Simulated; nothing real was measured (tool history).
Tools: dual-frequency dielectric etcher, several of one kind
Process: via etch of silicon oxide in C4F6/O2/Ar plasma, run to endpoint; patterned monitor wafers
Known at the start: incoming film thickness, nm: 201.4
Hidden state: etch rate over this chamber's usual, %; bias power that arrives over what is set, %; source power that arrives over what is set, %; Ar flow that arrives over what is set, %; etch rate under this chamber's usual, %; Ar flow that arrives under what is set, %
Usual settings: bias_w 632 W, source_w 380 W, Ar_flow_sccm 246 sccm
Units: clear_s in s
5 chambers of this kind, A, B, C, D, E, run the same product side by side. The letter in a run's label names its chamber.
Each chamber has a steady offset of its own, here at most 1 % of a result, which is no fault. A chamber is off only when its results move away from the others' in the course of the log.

run	day	bias_w	source_w	Ar_flow_sccm	hours since the last wet clean	hours since the last bias power generator calibration	hours since the last source power generator calibration	hours since the last Ar flow controller change	clear_s
1D	0.267	632	380	246	217.5	522.0	3151.3	3123.8	40.128
# day 0.350: chamber C: wet clean of the chamber
2A	0.567	632	380	246	365.4	3724.3	1150.1	4799.0	40.795
3C	0.938	632	380	246	14.1	1296.6	3496.4	4158.5	40.539
4B	1.150	632	380	246	236.7	1717.0	1715.3	4089.7	40.167
5E	1.471	632	380	246	255.6	935.9	1428.6	1220.7	40.560
6A	1.804	632	380	246	395.1	3754.0	1179.8	4828.7	40.775
7B	2.175	632	380	246	261.3	1741.6	1739.9	4114.3	40.309
8D	2.462	632	380	246	270.2	574.7	3204.0	3176.5	41.014
9C	2.821	632	380	246	59.3	1341.8	3541.6	4203.7	40.361
10E	3.179	632	380	246	296.6	976.9	1469.6	1261.7	40.206
11E	3.471	632	380	246	303.6	983.9	1476.6	1268.7	40.186
12D	3.750	632	380	246	301.1	605.6	3234.9	3207.4	40.360
13A	4.121	632	420	216	450.7	3809.6	1235.4	4884.3	38.964
14C	4.412	632	420	216	97.5	1380.0	3579.8	4241.9	38.300
15B	4.617	632	420	216	319.9	1800.2	1798.5	4172.9	38.507
16E	4.921	632	420	216	338.4	1018.7	1511.4	1303.5	38.079
# day 5.192: chamber B: wet clean of the chamber
17B	5.271	632	420	216	2.0	1815.9	1814.2	4188.6	37.814
18C	5.650	632	380	246	127.2	1409.7	3609.5	4271.6	40.498
19A	6.004	632	380	246	495.9	3854.8	1280.6	4929.5	40.524
20D	6.238	632	280	246	360.8	665.3	3294.6	3267.1	45.206
21B	6.488	632	280	246	31.2	1845.1	1843.4	4217.8	45.223
# day 6.492: chamber D: wet clean of the chamber
22D	6.796	632	280	246	7.3	678.7	3308.0	3280.5	44.709
23C	7.192	632	280	246	164.2	1446.7	3646.5	4308.6	45.712
# day 7.258: chamber B: bias power generator calibrated
24A	7.546	632	280	246	532.9	3891.8	1317.6	4966.5	45.505
# day 7.696: chamber A: Ar flow controller replaced
25E	7.771	632	380	246	406.8	1087.1	1579.8	1371.9	40.531
26D	8.146	632	380	246	39.7	711.1	3340.4	3312.9	40.277
# day 8.233: chamber E: wet clean of the chamber
27E	8.325	632	380	246	2.2	1100.4	1593.1	1385.2	39.716
# day 8.508: chamber A: wet clean of the chamber
28A	8.600	632	380	246	2.3	3917.1	1342.9	21.8	41.166
29B	8.817	632	380	246	87.1	37.5	1899.3	4273.7	39.774
30C	9.204	632	380	246	212.5	1495.0	3694.8	4356.9	40.837
31A	9.471	632	380	246	23.2	3938.0	1363.8	42.7	40.951

All 5 chambers run these settings next. Forecast each chamber's results:
32A	9.754	632	380	246					?
32B	9.754	632	380	246					?
32C	9.754	632	380	246					?
32D	9.754	632	380	246					?
32E	9.754	632	380	246					?

run	clear_s
32A	40.835
32B	40.300
32C	39.852
32D	40.694
32E	40.423

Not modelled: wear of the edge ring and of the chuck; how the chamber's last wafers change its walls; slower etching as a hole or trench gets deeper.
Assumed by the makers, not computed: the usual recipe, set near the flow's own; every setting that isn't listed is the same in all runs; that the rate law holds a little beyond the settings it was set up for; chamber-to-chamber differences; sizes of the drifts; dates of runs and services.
